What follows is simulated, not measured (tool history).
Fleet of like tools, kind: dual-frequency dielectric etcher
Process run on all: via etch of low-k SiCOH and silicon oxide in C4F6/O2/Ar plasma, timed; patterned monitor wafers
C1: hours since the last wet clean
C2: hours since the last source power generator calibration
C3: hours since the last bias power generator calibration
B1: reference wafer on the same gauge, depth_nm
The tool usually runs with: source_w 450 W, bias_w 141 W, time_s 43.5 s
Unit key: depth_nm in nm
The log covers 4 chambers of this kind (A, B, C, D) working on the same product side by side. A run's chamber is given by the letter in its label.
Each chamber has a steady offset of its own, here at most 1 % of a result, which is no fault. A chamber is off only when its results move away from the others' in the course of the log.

Run 1C, hour 2.5: usual settings; C1 143.8; C2 5043.2; C3 260.7; B1 91.010. Result: depth_nm 109.880 nm.
Run 2A, hour 6.3: usual settings; C1 72.8; C2 3102.0; C3 2078.9; B1 91.002. Result: depth_nm 111.230 nm.
Run 3B, hour 8.3: usual settings; C1 425.9; C2 905.0; C3 53.6; B1 91.049. Result: depth_nm 109.700 nm.
Run 4D, hour 11.6: usual settings; C1 84.4; C2 400.9; C3 4341.2; B1 90.993. Result: depth_nm 109.830 nm.
Run 5D, hour 15.7: usual settings but time_s 33.5 s; C1 88.5; C2 405.0; C3 4345.3; B1 90.977. Result: depth_nm 84.259 nm.
Run 6A, hour 19.7: usual settings but time_s 33.5 s; C1 86.2; C2 3115.4; C3 2092.3; B1 91.011. Result: depth_nm 85.719 nm.
Run 7B, hour 23.7: usual settings but time_s 33.5 s; C1 441.3; C2 920.4; C3 69.0; B1 90.927. Result: depth_nm 84.316 nm.
Run 8C, hour 27.8: usual settings but time_s 33.5 s; C1 169.1; C2 5068.5; C3 286.0; B1 90.994. Result: depth_nm 84.611 nm.
Run 9A, hour 31.4: usual settings; C1 97.9; C2 3127.1; C3 2104.0; B1 90.962. Result: depth_nm 111.120 nm.
Run 10D, hour 34.8: usual settings but time_s 53.5 s; C1 107.6; C2 424.1; C3 4364.4; B1 90.982. Result: depth_nm 135.080 nm.
Run 11C, hour 37.2: usual settings but time_s 53.5 s; C1 178.5; C2 5077.9; C3 295.4; B1 90.967. Result: depth_nm 134.850 nm.
Run 12B, hour 40.8: usual settings but time_s 53.5 s; C1 458.4; C2 937.5; C3 86.1; B1 91.006. Result: depth_nm 135.140 nm.
Run 13B, hour 44.5: usual settings but time_s 53.5 s; C1 462.1; C2 941.2; C3 89.8; B1 90.973. Result: depth_nm 134.990 nm.
Run 14D, hour 46.5: usual settings; C1 119.3; C2 435.8; C3 4376.1; B1 91.057. Result: depth_nm 110.020 nm.
Run 15C, hour 49.7: usual settings but source_w 550 W, bias_w 129 W; C1 191.0; C2 5090.4; C3 307.9; B1 91.028. Result: depth_nm 116.180 nm.
Run 16A, hour 52.7: usual settings but source_w 550 W, bias_w 129 W; C1 119.2; C2 3148.4; C3 2125.3; B1 91.018. Result: depth_nm 117.450 nm.
Run 17B, hour 57.0: usual settings but source_w 550 W, bias_w 129 W; C1 474.6; C2 953.7; C3 102.3; B1 90.937. Result: depth_nm 115.900 nm.
Run 18C, hour 61.1: usual settings but source_w 550 W, bias_w 129 W; C1 202.4; C2 5101.8; C3 319.3; B1 91.020. Result: depth_nm 115.880 nm.
Run 19A, hour 63.0: usual settings; C1 129.5; C2 3158.7; C3 2135.6; B1 91.041. Result: depth_nm 110.810 nm.
Run 20D, hour 67.0: usual settings; C1 139.8; C2 456.3; C3 4396.6; B1 91.078. Result: depth_nm 110.260 nm.
Run 21A, hour 70.4: usual settings; C1 136.9; C2 3166.1; C3 2143.0; B1 90.914. Result: depth_nm 110.990 nm.
At hour 72.3: chamber B: wet clean of the chamber.
Run 22D, hour 72.9: usual settings; C1 145.7; C2 462.2; C3 4402.5; B1 91.012. Result: depth_nm 109.150 nm.
Run 23C, hour 75.9: usual settings; C1 217.2; C2 5116.6; C3 334.1; B1 90.950. Result: depth_nm 109.750 nm.
Run 24B, hour 78.6: usual settings; C1 6.3; C2 975.3; C3 123.9; B1 91.018. Result: depth_nm 109.900 nm.
Run 25A, hour 80.9: usual settings but time_s 55.5 s; C1 147.4; C2 3176.6; C3 2153.5; B1 91.009. Result: depth_nm 141.830 nm.
Run 26B, hour 84.1: usual settings but time_s 55.5 s; C1 11.8; C2 980.8; C3 129.4; B1 90.963. Result: depth_nm 140.080 nm.
Run 27D, hour 87.8: usual settings but time_s 55.5 s; C1 160.6; C2 477.1; C3 4417.4; B1 90.942. Result: depth_nm 139.930 nm.
At hour 89.5: chamber C: source power generator calibrated.
Run 28C, hour 91.3: usual settings but time_s 55.5 s; C1 232.6; C2 1.8; C3 349.5; B1 90.997. Result: depth_nm 139.860 nm.
Run 29C, hour 93.5: usual settings but source_w 400 W; C1 234.8; C2 4.0; C3 351.7; B1 90.994. Result: depth_nm 105.390 nm.
Run 30D, hour 96.4: usual settings but source_w 400 W; C1 169.2; C2 485.7; C3 4426.0; B1 90.955. Result: depth_nm 104.920 nm.
Run 31B, hour 99.1: usual settings but source_w 400 W; C1 26.8; C2 995.8; C3 144.4; B1 90.988. Result: depth_nm 104.860 nm.
Run 32A, hour 102.3: usual settings but source_w 400 W; C1 168.8; C2 3198.0; C3 2174.9; B1 91.038. Result: depth_nm 106.120 nm.
Run 33D, hour 104.4: usual settings; C1 177.2; C2 493.7; C3 4434.0; B1 90.970. Result: depth_nm 109.870 nm.
Run 34A, hour 107.8: usual settings; C1 174.3; C2 3203.5; C3 2180.4; B1 91.047. Result: depth_nm 110.780 nm.
Run 35C, hour 110.4: usual settings; C1 251.7; C2 20.9; C3 368.6; B1 91.022. Result: depth_nm 110.510 nm.
Run 36B, hour 114.0: usual settings; C1 41.7; C2 1010.7; C3 159.3; B1 91.006. Result: depth_nm 109.930 nm.
Run 37A, hour 117.3: usual settings; C1 183.8; C2 3213.0; C3 2189.9; B1 90.981. Result: depth_nm 110.880 nm.
Run 38B, hour 120.5: usual settings; C1 48.2; C2 1017.2; C3 165.8; B1 90.953. Result: depth_nm 109.550 nm.
Run 39C, hour 124.6: usual settings; C1 265.9; C2 35.1; C3 382.8; B1 90.996. Result: depth_nm 110.080 nm.
Run 40D, hour 126.8: usual settings; C1 199.6; C2 516.1; C3 4456.4; B1 90.952. Result: depth_nm 109.520 nm.
Run 41A, hour 129.6: usual settings; C1 196.1; C2 3225.3; C3 2202.2; B1 90.996. Result: depth_nm 110.860 nm.
Run 42D, hour 131.8: usual settings; C1 204.6; C2 521.1; C3 4461.4; B1 91.065. Result: depth_nm 109.910 nm.

What goes on in this fleet: one chamber off, a drifting gauge, or nothing beyond the chambers' own small offsets? Name the chamber and the cause, if any.

Nothing is wrong: each chamber keeps only its own small, steady offset and the gauge holds still.

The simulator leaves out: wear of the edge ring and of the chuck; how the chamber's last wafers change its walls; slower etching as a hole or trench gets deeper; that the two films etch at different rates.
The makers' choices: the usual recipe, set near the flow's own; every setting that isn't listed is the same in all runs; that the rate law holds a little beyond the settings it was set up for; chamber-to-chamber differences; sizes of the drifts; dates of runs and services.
